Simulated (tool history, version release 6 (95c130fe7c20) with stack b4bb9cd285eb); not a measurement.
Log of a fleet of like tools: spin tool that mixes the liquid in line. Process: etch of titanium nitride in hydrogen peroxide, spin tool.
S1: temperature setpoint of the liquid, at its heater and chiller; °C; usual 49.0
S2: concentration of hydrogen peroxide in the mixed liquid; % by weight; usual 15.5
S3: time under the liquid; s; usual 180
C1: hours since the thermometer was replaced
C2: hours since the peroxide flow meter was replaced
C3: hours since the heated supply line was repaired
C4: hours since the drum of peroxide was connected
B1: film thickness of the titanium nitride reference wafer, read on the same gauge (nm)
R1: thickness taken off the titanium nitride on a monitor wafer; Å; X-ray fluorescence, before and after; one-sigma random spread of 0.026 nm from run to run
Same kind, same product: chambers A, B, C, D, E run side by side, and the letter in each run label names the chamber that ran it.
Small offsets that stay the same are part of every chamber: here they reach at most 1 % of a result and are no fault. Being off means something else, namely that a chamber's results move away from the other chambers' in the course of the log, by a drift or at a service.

Run 1D, hour 5.2: usual settings; C1 2437.2; C2 698.5; C3 240.0; C4 127.7; B1 130.02. Result: R1 54.967 Å.
Run 2B, hour 9.7: usual settings; C1 1578.1; C2 224.8; C3 345.5; C4 156.5; B1 129.99. Result: R1 54.260 Å.
Run 3C, hour 16.3: usual settings; C1 86.7; C2 904.8; C3 1246.5; C4 413.7; B1 130.01. Result: R1 54.877 Å.
Run 4A, hour 19.9: usual settings; C1 679.4; C2 213.9; C3 609.2; C4 703.3; B1 130.00. Result: R1 55.048 Å.
Run 5E, hour 24.9: usual settings; C1 1195.0; C2 41.3; C3 1122.8; C4 1175.0; B1 129.99. Result: R1 55.550 Å.
Run 6E, hour 30.6: usual settings; C1 1200.7; C2 47.0; C3 1128.5; C4 1180.7; B1 129.96. Result: R1 55.275 Å.
Run 7B, hour 37.0: usual settings but S1 56.0 °C, S2 12.0 % by weight; C1 1605.4; C2 252.1; C3 372.8; C4 183.8; B1 130.01. Result: R1 85.455 Å.
Run 8D, hour 40.9: usual settings but S1 56.0 °C, S2 12.0 % by weight; C1 2472.9; C2 734.2; C3 275.7; C4 163.4; B1 130.01. Result: R1 86.135 Å.
Run 9C, hour 47.4: usual settings but S1 56.0 °C, S2 12.0 % by weight; C1 117.8; C2 935.9; C3 1277.6; C4 444.8; B1 129.96. Result: R1 85.356 Å.
At hour 52.4: chamber E: new drum of peroxide connected.
Run 10A, hour 52.8: usual settings but S1 56.0 °C, S2 12.0 % by weight; C1 712.3; C2 246.8; C3 642.1; C4 736.2; B1 130.00. Result: R1 85.391 Å.
Run 11B, hour 57.4: usual settings but S1 56.0 °C, S2 12.0 % by weight; C1 1625.8; C2 272.5; C3 393.2; C4 204.2; B1 129.98. Result: R1 85.120 Å.
Run 12A, hour 63.3: usual settings; C1 722.8; C2 257.3; C3 652.6; C4 746.7; B1 130.04. Result: R1 54.557 Å.
Run 13D, hour 69.2: usual settings; C1 2501.2; C2 762.5; C3 304.0; C4 191.7; B1 130.04. Result: R1 54.861 Å.
At hour 70.9: chamber C: heated supply line repaired.
Run 14E, hour 74.2: usual settings; C1 1244.3; C2 90.6; C3 1172.1; C4 21.8; B1 129.96. Result: R1 55.093 Å.
Run 15C, hour 80.2: usual settings; C1 150.6; C2 968.7; C3 9.3; C4 477.6; B1 130.01. Result: R1 54.279 Å.
Run 16B, hour 84.5: usual settings; C1 1652.9; C2 299.6; C3 420.3; C4 231.3; B1 129.95. Result: R1 54.424 Å.
Run 17A, hour 89.4: usual settings but S1 58.5 °C; C1 748.9; C2 283.4; C3 678.7; C4 772.8; B1 130.00. Result: R1 105.400 Å.
Run 18C, hour 92.3: usual settings but S1 58.5 °C; C1 162.7; C2 980.8; C3 21.4; C4 489.7; B1 130.00. Result: R1 107.580 Å.
Run 19D, hour 97.4: usual settings but S1 58.5 °C; C1 2529.4; C2 790.7; C3 332.2; C4 219.9; B1 129.99. Result: R1 108.180 Å.
Run 20E, hour 103.1: usual settings but S1 58.5 °C; C1 1273.2; C2 119.5; C3 1201.0; C4 50.7; B1 130.00. Result: R1 107.360 Å.
Run 21A, hour 108.6: usual settings but S1 58.5 °C; C1 768.1; C2 302.6; C3 697.9; C4 792.0; B1 130.02. Result: R1 104.930 Å.
Run 22C, hour 113.7: usual settings; C1 184.1; C2 1002.2; C3 42.8; C4 511.1; B1 130.03. Result: R1 54.789 Å.
Run 23B, hour 117.8: usual settings; C1 1686.2; C2 332.9; C3 453.6; C4 264.6; B1 130.02. Result: R1 54.692 Å.
Run 24D, hour 123.4: usual settings; C1 2555.4; C2 816.7; C3 358.2; C4 245.9; B1 129.98. Result: R1 54.886 Å.
At hour 124.9: chamber E: thermometer replaced.
Run 25E, hour 126.6: usual settings; C1 1.8; C2 143.0; C3 1224.5; C4 74.2; B1 130.03. Result: R1 55.524 Å.
Run 26B, hour 132.5: usual settings; C1 1700.9; C2 347.6; C3 468.3; C4 279.3; B1 129.96. Result: R1 54.551 Å.
Run 27C, hour 136.9: usual settings; C1 207.3; C2 1025.4; C3 66.0; C4 534.3; B1 130.03. Result: R1 54.178 Å.
Run 28E, hour 141.9: usual settings; C1 17.1; C2 158.3; C3 1239.8; C4 89.5; B1 130.02. Result: R1 54.535 Å.
Run 29A, hour 147.3: usual settings; C1 806.8; C2 341.3; C3 736.6; C4 830.7; B1 129.98. Result: R1 53.938 Å.
Run 30D, hour 152.1: usual settings; C1 2584.1; C2 845.4; C3 386.9; C4 274.6; B1 129.97. Result: R1 55.086 Å.
Run 31B, hour 158.4: usual settings but S1 56.5 °C, S3 95 s; C1 1726.8; C2 373.5; C3 494.2; C4 305.2; B1 130.03. Result: R1 49.002 Å.
Run 32A, hour 164.1: usual settings but S1 56.5 °C, S3 95 s; C1 823.6; C2 358.1; C3 753.4; C4 847.5; B1 130.00. Result: R1 48.336 Å.
At hour 167.0: chamber D: new drum of peroxide connected.
Run 33C, hour 169.4: usual settings but S1 56.5 °C, S3 95 s; C1 239.8; C2 1057.9; C3 98.5; C4 566.8; B1 130.04. Result: R1 48.889 Å.
Run 34E, hour 173.6: usual settings but S1 56.5 °C, S3 95 s; C1 48.8; C2 190.0; C3 1271.5; C4 121.2; B1 130.00. Result: R1 49.329 Å.
Run 35D, hour 180.5: usual settings but S1 56.5 °C, S3 95 s; C1 2612.5; C2 873.8; C3 415.3; C4 13.5; B1 130.02. Result: R1 49.291 Å.
Run 36C, hour 186.1: usual settings; C1 256.5; C2 1074.6; C3 115.2; C4 583.5; B1 129.97. Result: R1 54.634 Å.
Run 37D, hour 190.9: usual settings; C1 2622.9; C2 884.2; C3 425.7; C4 23.9; B1 130.00. Result: R1 54.745 Å.
Run 38B, hour 197.2: usual settings; C1 1765.6; C2 412.3; C3 533.0; C4 344.0; B1 130.04. Result: R1 54.350 Å.
Run 39A, hour 201.6: usual settings; C1 861.1; C2 395.6; C3 790.9; C4 885.0; B1 129.96. Result: R1 53.282 Å.
Run 40E, hour 204.6: usual settings; C1 79.8; C2 221.0; C3 1302.5; C4 152.2; B1 129.95. Result: R1 55.299 Å.
Run 41D, hour 210.6: usual settings; C1 2642.6; C2 903.9; C3 445.4; C4 43.6; B1 130.00. Result: R1 55.168 Å.
Run 42B, hour 214.5: usual settings but S1 56.5 °C; C1 1782.9; C2 429.6; C3 550.3; C4 361.3; B1 130.04. Result: R1 93.901 Å.

What goes on in this fleet: one chamber off, a drifting gauge, or nothing beyond the chambers' own small offsets? Name the chamber and the cause, if any.

Little by little, chamber A moves away from the other chambers.
Likeliest cause: liquid colder than its thermometer reads (K) = 0.36.
From this log alone, it may not be told apart from: peroxide flow below the setpoint (%); temperature lost on the way to the wafer (K).

Which of the 4 candidates below, each the usual settings with something changed and its results left as question marks, puts chamber A back in line with what the other chambers give on the usual settings?
In line means no further than this from the other chambers' mean on the usual settings: R1 0.910 Å
Run 43A-1, hour 219.4: usual settings but S2 19.5 % by weight. Result: R1 ?.
Run 43A-2, hour 219.4: usual settings but S2 12.0 % by weight. Result: R1 ?.
Run 43A-3, hour 219.4: usual settings but S2 17.5 % by weight. Result: R1 ?.
Run 43A-4, hour 219.4: usual settings but S3 175 s. Result: R1 ?.

Other chambers, usual settings, mean: R1 54.816 Å
  run      R1
43A-1  56.039
43A-2  50.623
43A-3  54.769
43A-4  51.906
43A-3 is the one that brings the chamber's results back in line with the other chambers.
